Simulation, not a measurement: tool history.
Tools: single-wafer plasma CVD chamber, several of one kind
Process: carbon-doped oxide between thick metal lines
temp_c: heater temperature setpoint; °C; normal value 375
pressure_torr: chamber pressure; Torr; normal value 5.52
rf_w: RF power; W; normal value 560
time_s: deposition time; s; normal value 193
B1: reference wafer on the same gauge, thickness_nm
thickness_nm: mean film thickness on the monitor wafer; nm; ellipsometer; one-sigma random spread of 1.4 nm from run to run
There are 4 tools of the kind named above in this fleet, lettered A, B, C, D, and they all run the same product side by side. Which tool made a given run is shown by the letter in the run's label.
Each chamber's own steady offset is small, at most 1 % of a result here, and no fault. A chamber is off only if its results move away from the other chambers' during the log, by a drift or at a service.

Run 1C, day 0.271: usual settings; B1 1184.6. Result: thickness_nm 991.56 nm.
At day 0.429: chamber C: capacitance manometer re-zeroed and calibrated.
Run 2A, day 0.55: usual settings; B1 1184.6. Result: thickness_nm 1003.7 nm.
Run 3B, day 0.888: usual settings; B1 1184.5. Result: thickness_nm 1000.6 nm.
Run 4D, day 1.246: usual settings; B1 1184.5. Result: thickness_nm 996.05 nm.
Run 5A, day 1.604: usual settings; B1 1184.4. Result: thickness_nm 1001.2 nm.
Run 6B, day 2.008: usual settings; B1 1183.5. Result: thickness_nm 997.02 nm.
Run 7D, day 2.3: usual settings; B1 1184.1. Result: thickness_nm 995.39 nm.
Run 8C, day 2.525: usual settings but temp_c 365 °C, time_s 221 s; B1 1183.8. Result: thickness_nm 1157.7 nm.
Run 9D, day 2.725: usual settings but temp_c 365 °C, time_s 221 s; B1 1183.7. Result: thickness_nm 1163.5 nm.
Run 10A, day 3.012: usual settings but temp_c 365 °C, time_s 221 s; B1 1183. Result: thickness_nm 1170 nm.
Run 11C, day 3.383: usual settings but temp_c 365 °C, time_s 221 s; B1 1183. Result: thickness_nm 1157.7 nm.
Run 12B, day 3.708: usual settings; B1 1183.2. Result: thickness_nm 998.92 nm.
Run 13C, day 3.988: usual settings; B1 1183.1. Result: thickness_nm 989.71 nm.
Run 14A, day 4.4: usual settings; B1 1182.9. Result: thickness_nm 1001.1 nm.
Run 15D, day 4.633: usual settings; B1 1182.4. Result: thickness_nm 993.19 nm.
Run 16B, day 4.842: usual settings; B1 1182.5. Result: thickness_nm 997.16 nm.
Run 17D, day 5.142: usual settings; B1 1182.2. Result: thickness_nm 995.89 nm.
Run 18B, day 5.383: usual settings; B1 1182. Result: thickness_nm 998.35 nm.
At day 5.638: chamber C: thermocouple changed; heater temperature recalibrated.
Run 19A, day 5.725: usual settings; B1 1182.2. Result: thickness_nm 1001.3 nm.
Run 20C, day 5.992: usual settings; B1 1182. Result: thickness_nm 988.12 nm.
Run 21B, day 6.2: usual settings; B1 1181.7. Result: thickness_nm 997.04 nm.
Run 22A, day 6.6: usual settings; B1 1181.4. Result: thickness_nm 1001.2 nm.
Run 23C, day 6.854: usual settings; B1 1180.8. Result: thickness_nm 986.82 nm.
Run 24D, day 7.088: usual settings; B1 1181.3. Result: thickness_nm 994.16 nm.
Run 25C, day 7.367: usual settings; B1 1181. Result: thickness_nm 988.11 nm.
Run 26B, day 7.55: usual settings; B1 1181.4. Result: thickness_nm 997.98 nm.
Run 27A, day 7.85: usual settings; B1 1180.7. Result: thickness_nm 996.56 nm.
Run 28D, day 8.267: usual settings; B1 1180.8. Result: thickness_nm 991.36 nm.
Run 29A, day 8.488: usual settings; B1 1180.8. Result: thickness_nm 999.55 nm.
Run 30D, day 8.892: usual settings; B1 1180.3. Result: thickness_nm 994.84 nm.
Run 31B, day 9.142: usual settings; B1 1180.4. Result: thickness_nm 995.59 nm.
Run 32C, day 9.442: usual settings; B1 1179.6. Result: thickness_nm 987.01 nm.
Run 33B, day 9.654: usual settings; B1 1179.7. Result: thickness_nm 995.57 nm.
Run 34D, day 10.025: usual settings; B1 1180. Result: thickness_nm 993.22 nm.
Run 35C, day 10.217: usual settings; B1 1179.4. Result: thickness_nm 986.9 nm.
Run 36A, day 10.4: usual settings; B1 1179.4. Result: thickness_nm 998.69 nm.
Run 37A, day 10.796: usual settings; B1 1179.2. Result: thickness_nm 998.63 nm.
Run 38B, day 11.221: usual settings; B1 1179.4. Result: thickness_nm 993.03 nm.
Run 39D, day 11.421: usual settings; B1 1178.8. Result: thickness_nm 989.41 nm.
Run 40C, day 11.758: usual settings; B1 1178.7. Result: thickness_nm 986.53 nm.
Run 41C, day 12.179: usual settings but pressure_torr 4.39 Torr, time_s 222 s; B1 1178.9. Result: thickness_nm 1094.3 nm.
Run 42D, day 12.446: usual settings but pressure_torr 4.39 Torr, time_s 222 s; B1 1178.8. Result: thickness_nm 1097.6 nm.
Run 43A, day 12.867: usual settings but pressure_torr 4.39 Torr, time_s 222 s; B1 1178.2. Result: thickness_nm 1106.9 nm.

What goes on in this fleet: one chamber off, a drifting gauge, or nothing beyond the chambers' own small offsets? Name the chamber and the cause, if any.

Gauge drift. The chambers move together only on paper, and none stands off.
What lies behind it: gauge reads low (%) = 0.575.

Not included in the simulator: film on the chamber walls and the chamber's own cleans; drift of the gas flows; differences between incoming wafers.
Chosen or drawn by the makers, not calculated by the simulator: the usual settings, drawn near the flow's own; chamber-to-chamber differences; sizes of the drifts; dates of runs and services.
